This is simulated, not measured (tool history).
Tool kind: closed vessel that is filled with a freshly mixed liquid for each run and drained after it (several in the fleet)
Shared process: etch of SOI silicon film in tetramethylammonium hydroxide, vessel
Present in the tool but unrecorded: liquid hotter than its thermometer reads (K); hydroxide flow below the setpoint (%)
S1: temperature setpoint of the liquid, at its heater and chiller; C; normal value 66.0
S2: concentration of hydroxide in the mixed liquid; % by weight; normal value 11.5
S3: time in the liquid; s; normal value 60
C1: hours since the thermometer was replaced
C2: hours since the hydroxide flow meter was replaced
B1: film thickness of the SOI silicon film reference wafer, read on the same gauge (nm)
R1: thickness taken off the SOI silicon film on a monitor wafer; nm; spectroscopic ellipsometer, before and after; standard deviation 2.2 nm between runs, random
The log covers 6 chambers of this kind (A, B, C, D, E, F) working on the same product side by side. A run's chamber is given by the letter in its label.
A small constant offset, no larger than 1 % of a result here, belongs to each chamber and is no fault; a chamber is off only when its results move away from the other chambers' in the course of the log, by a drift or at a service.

run	hour	S1	S2	S3	C1	C2	B1	R1
1A	9.8	66.0	11.5	60	1313.4	1497.1	60.008	312.53
2C	16.8	66.0	11.5	60	154.7	1513.0	59.980	319.89
3E	29.6	66.0	11.5	60	266.3	275.6	59.995	312.45
4F	41.7	66.0	11.5	60	1568.1	401.3	60.026	313.09
5B	54.1	66.0	11.5	60	152.9	631.6	60.044	318.02
6D	63.9	66.0	11.5	60	337.5	2057.2	60.012	313.26
7E	72.3	66.0	11.5	60	309.0	318.3	59.987	312.91
8D	78.8	66.0	11.5	60	352.4	2072.1	60.031	312.70
9F	91.8	66.0	11.5	60	1618.2	451.4	60.031	312.40
10A	105.6	66.0	11.5	60	1409.2	1592.9	60.010	318.54
11C	112.2	66.0	11.5	60	250.1	1608.4	59.991	318.41
12B	125.3	66.0	11.5	60	224.1	702.8	59.988	315.12
13E	139.7	66.0	11.5	60	376.4	385.7	59.980	316.94
14F	150.0	66.0	11.5	60	1676.4	509.6	59.968	311.50
15C	161.6	66.0	9.5	60	299.5	1657.8	60.020	340.39
16A	168.6	66.0	9.5	60	1472.2	1655.9	59.987	335.96
17B	175.0	66.0	9.5	60	273.8	752.5	59.994	338.17
18D	182.2	66.0	9.5	60	455.8	2175.5	60.002	341.85
19C	191.7	66.0	9.5	60	329.6	1687.9	60.000	342.39
20D	199.2	66.0	9.5	60	472.8	2192.5	59.998	337.15
21F	209.2	66.0	11.5	60	1735.6	568.8	60.013	313.21
22E	222.2	59.0	9.0	60	458.9	468.2	60.006	223.58
23B	230.2	59.0	9.0	60	329.0	807.7	60.005	226.78
24A	236.5	59.0	9.0	60	1540.1	1723.8	60.003	226.05
25A	243.4	59.0	9.0	60	1547.0	1730.7	59.985	225.02
26D	254.8	59.0	9.0	60	528.4	2248.1	59.984	226.67
27B	262.6	59.0	9.0	60	361.4	840.1	60.001	223.15
28E	269.7	66.0	11.5	60	506.4	515.7	59.993	313.08
# hour 279.5: chamber C: hydroxide flow meter replaced
29C	283.6	66.0	11.5	60	421.5	4.1	60.006	316.80
30F	292.2	70.5	15.0	60	1818.6	651.8	59.981	364.91
31F	306.3	70.5	15.0	60	1832.7	665.9	60.031	363.88
32D	313.1	70.5	15.0	60	586.7	2306.4	59.980	380.73
33B	322.6	70.5	15.0	60	421.4	900.1	59.996	359.84
34C	330.6	70.5	15.0	60	468.5	51.1	60.000	368.39
35A	342.6	70.5	15.0	60	1646.2	1829.9	60.015	361.59
36E	355.4	66.0	11.5	60	592.1	601.4	60.027	315.71
37F	364.1	66.0	11.5	60	1890.5	723.7	60.010	313.00
38A	373.3	66.0	11.5	60	1676.9	1860.6	60.011	313.93
39E	387.9	66.0	11.5	60	624.6	633.9	60.002	315.80
40D	401.8	66.0	11.5	60	675.4	2395.1	60.026	330.80

Which is it: a chamber that has drifted or been left off by a service, a gauge drift common to all chambers, or only each chamber's usual small offset? If a chamber is off, name it and its likeliest cause.

Little by little, chamber D moves away from the other chambers.
Cause: liquid hotter than its thermometer reads (K) = 1.14.

Here are 4 candidates for chamber D's next run, each the usual settings with a change, their results left as question marks. Which one brings its results back in line with what the others give on the usual settings?
In line means no further than this from the other chambers' mean on the usual settings: R1 7.60 nm
41D-1	412.2	66.0	12.0	60				?
41D-2	412.2	65.0	11.5	60				?
41D-3	412.2	67.0	11.5	60				?
41D-4	412.2	66.5	11.5	60				?

What the other chambers average on the usual settings: R1 315.22 nm
run	R1
41D-1	331.59
41D-2	317.52
41D-3	357.79
41D-4	347.31
The right change is 41D-2: it brings the chamber back within the allowed miss of the others.
